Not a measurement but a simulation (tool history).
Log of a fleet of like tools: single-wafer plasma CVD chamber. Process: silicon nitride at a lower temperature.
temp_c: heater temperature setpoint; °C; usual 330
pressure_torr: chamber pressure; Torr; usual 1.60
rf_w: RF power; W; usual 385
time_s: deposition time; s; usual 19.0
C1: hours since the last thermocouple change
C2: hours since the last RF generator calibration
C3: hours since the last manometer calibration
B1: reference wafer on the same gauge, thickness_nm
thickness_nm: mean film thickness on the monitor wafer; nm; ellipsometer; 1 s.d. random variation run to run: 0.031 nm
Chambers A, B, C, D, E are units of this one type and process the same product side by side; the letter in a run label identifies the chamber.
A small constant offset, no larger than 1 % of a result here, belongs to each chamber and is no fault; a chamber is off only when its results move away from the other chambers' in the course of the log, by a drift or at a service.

{"run": "1E", "day": 0.458, "temp_c": 330, "pressure_torr": 1.6, "rf_w": 385, "time_s": 19.0, "C1": 126.4, "C2": 404.3, "C3": 1412.0, "B1": 24.697, "thickness_nm": 26.433}
{"run": "2B", "day": 0.712, "temp_c": 330, "pressure_torr": 1.6, "rf_w": 385, "time_s": 19.0, "C1": 700.8, "C2": 1402.6, "C3": 929.2, "B1": 24.698, "thickness_nm": 26.215}
{"run": "3D", "day": 1.054, "temp_c": 330, "pressure_torr": 1.6, "rf_w": 385, "time_s": 19.0, "C1": 434.0, "C2": 2371.4, "C3": 1042.7, "B1": 24.692, "thickness_nm": 26.503}
{"run": "4C", "day": 1.4, "temp_c": 330, "pressure_torr": 1.6, "rf_w": 385, "time_s": 19.0, "C1": 295.0, "C2": 871.3, "C3": 1545.8, "B1": 24.692, "thickness_nm": 26.378}
{"run": "5A", "day": 1.912, "temp_c": 330, "pressure_torr": 1.6, "rf_w": 385, "time_s": 19.0, "C1": 159.7, "C2": 1693.1, "C3": 1367.6, "B1": 24.685, "thickness_nm": 26.664}
{"run": "6C", "day": 2.242, "temp_c": 330, "pressure_torr": 1.6, "rf_w": 385, "time_s": 19.0, "C1": 315.2, "C2": 891.5, "C3": 1566.0, "B1": 24.682, "thickness_nm": 26.364}
{"run": "7D", "day": 2.604, "temp_c": 330, "pressure_torr": 1.6, "rf_w": 385, "time_s": 19.0, "C1": 471.2, "C2": 2408.6, "C3": 1079.9, "B1": 24.679, "thickness_nm": 26.472}
{"run": "8A", "day": 2.971, "temp_c": 330, "pressure_torr": 1.6, "rf_w": 385, "time_s": 19.0, "C1": 185.1, "C2": 1718.5, "C3": 1393.0, "B1": 24.678, "thickness_nm": 26.698}
{"run": "9B", "day": 3.417, "temp_c": 336, "pressure_torr": 1.6, "rf_w": 385, "time_s": 20.6, "C1": 765.7, "C2": 1467.5, "C3": 994.1, "B1": 24.663, "thickness_nm": 28.346}
{"run": "10E", "day": 3.825, "temp_c": 336, "pressure_torr": 1.6, "rf_w": 385, "time_s": 20.6, "C1": 207.2, "C2": 485.1, "C3": 1492.8, "B1": 24.666, "thickness_nm": 28.531}
{"run": "11C", "day": 4.175, "temp_c": 336, "pressure_torr": 1.6, "rf_w": 385, "time_s": 20.6, "C1": 361.6, "C2": 937.9, "C3": 1612.4, "B1": 24.673, "thickness_nm": 28.595}
{"run": "12E", "day": 4.608, "temp_c": 336, "pressure_torr": 1.6, "rf_w": 385, "time_s": 20.6, "C1": 226.0, "C2": 503.9, "C3": 1511.6, "B1": 24.662, "thickness_nm": 28.495}
{"run": "13D", "day": 5.058, "temp_c": 336, "pressure_torr": 1.6, "rf_w": 385, "time_s": 20.6, "C1": 530.1, "C2": 2467.5, "C3": 1138.8, "B1": 24.656, "thickness_nm": 28.572}
{"run": "14B", "day": 5.317, "temp_c": 330, "pressure_torr": 1.6, "rf_w": 385, "time_s": 19.0, "C1": 811.3, "C2": 1513.1, "C3": 1039.7, "B1": 24.652, "thickness_nm": 26.164}
{"run": "15A", "day": 5.683, "temp_c": 330, "pressure_torr": 1.6, "rf_w": 385, "time_s": 21.5, "C1": 250.2, "C2": 1783.6, "C3": 1458.1, "B1": 24.644, "thickness_nm": 30.079}
{"run": "16A", "day": 6.121, "temp_c": 330, "pressure_torr": 1.6, "rf_w": 385, "time_s": 21.5, "C1": 260.7, "C2": 1794.1, "C3": 1468.6, "B1": 24.646, "thickness_nm": 30.091}
{"run": "17E", "day": 6.521, "temp_c": 330, "pressure_torr": 1.6, "rf_w": 385, "time_s": 21.5, "C1": 271.9, "C2": 549.8, "C3": 1557.5, "B1": 24.637, "thickness_nm": 29.786}
{"run": "18B", "day": 7.012, "temp_c": 330, "pressure_torr": 1.6, "rf_w": 385, "time_s": 21.5, "C1": 852.0, "C2": 1553.8, "C3": 1080.4, "B1": 24.642, "thickness_nm": 29.595}
{"run": "19D", "day": 7.421, "temp_c": 330, "pressure_torr": 1.6, "rf_w": 385, "time_s": 21.5, "C1": 586.8, "C2": 2524.2, "C3": 1195.5, "B1": 24.63, "thickness_nm": 29.92}
{"run": "20C", "day": 8.0, "temp_c": 322, "pressure_torr": 1.6, "rf_w": 385, "time_s": 19.0, "C1": 453.4, "C2": 1029.7, "C3": 1704.2, "B1": 24.628, "thickness_nm": 26.418}
{"run": "21E", "day": 8.388, "temp_c": 322, "pressure_torr": 1.6, "rf_w": 385, "time_s": 19.0, "C1": 316.7, "C2": 594.6, "C3": 1602.3, "B1": 24.626, "thickness_nm": 26.416}
{"day": 8.683, "done": "chamber D: RF generator calibrated"}
{"day": 8.775, "done": "chamber B: capacitance manometer re-zeroed and calibrated"}
{"run": "22D", "day": 8.954, "temp_c": 322, "pressure_torr": 1.6, "rf_w": 385, "time_s": 19.0, "C1": 623.6, "C2": 6.5, "C3": 1232.3, "B1": 24.625, "thickness_nm": 26.46}
{"run": "23C", "day": 9.483, "temp_c": 322, "pressure_torr": 1.6, "rf_w": 385, "time_s": 19.0, "C1": 489.0, "C2": 1065.3, "C3": 1739.8, "B1": 24.623, "thickness_nm": 26.438}
{"run": "24B", "day": 9.796, "temp_c": 322, "pressure_torr": 1.6, "rf_w": 385, "time_s": 19.0, "C1": 918.8, "C2": 1620.6, "C3": 24.6, "B1": 24.614, "thickness_nm": 26.247}
{"run": "25A", "day": 10.071, "temp_c": 330, "pressure_torr": 1.6, "rf_w": 385, "time_s": 19.0, "C1": 355.5, "C2": 1888.9, "C3": 1563.4, "B1": 24.615, "thickness_nm": 26.534}
{"run": "26C", "day": 10.421, "temp_c": 330, "pressure_torr": 1.6, "rf_w": 385, "time_s": 19.0, "C1": 511.5, "C2": 1087.8, "C3": 1762.3, "B1": 24.608, "thickness_nm": 26.357}
{"run": "27E", "day": 10.733, "temp_c": 330, "pressure_torr": 1.6, "rf_w": 385, "time_s": 19.0, "C1": 373.0, "C2": 650.9, "C3": 1658.6, "B1": 24.603, "thickness_nm": 26.334}
{"run": "28B", "day": 11.142, "temp_c": 330, "pressure_torr": 1.6, "rf_w": 385, "time_s": 19.0, "C1": 951.1, "C2": 1652.9, "C3": 56.9, "B1": 24.602, "thickness_nm": 26.175}
{"run": "29D", "day": 11.525, "temp_c": 330, "pressure_torr": 1.6, "rf_w": 385, "time_s": 19.0, "C1": 685.3, "C2": 68.2, "C3": 1294.0, "B1": 24.598, "thickness_nm": 26.373}
{"run": "30A", "day": 11.783, "temp_c": 330, "pressure_torr": 1.6, "rf_w": 385, "time_s": 19.0, "C1": 396.6, "C2": 1930.0, "C3": 1604.5, "B1": 24.598, "thickness_nm": 26.578}
{"run": "31A", "day": 12.192, "temp_c": 330, "pressure_torr": 1.6, "rf_w": 385, "time_s": 19.0, "C1": 406.4, "C2": 1939.8, "C3": 1614.3, "B1": 24.595, "thickness_nm": 26.51}
{"run": "32C", "day": 12.729, "temp_c": 325, "pressure_torr": 1.31, "rf_w": 385, "time_s": 19.0, "C1": 566.9, "C2": 1143.2, "C3": 1817.7, "B1": 24.596, "thickness_nm": 24.899}
{"run": "33B", "day": 13.104, "temp_c": 325, "pressure_torr": 1.31, "rf_w": 385, "time_s": 19.0, "C1": 998.2, "C2": 1700.0, "C3": 104.0, "B1": 24.587, "thickness_nm": 24.759}

Decide between three cases: one chamber stands off from its peers, the gauge reading all wafers drifts, or nothing is wrong past each chamber's small offset. Where a chamber is off, say which and what most likely put it there.

No chamber is off; the gauge reading every chamber's wafers drifts, which makes the whole fleet appear to move together.
Most likely cause: gauge reads low (%) = 0.479.
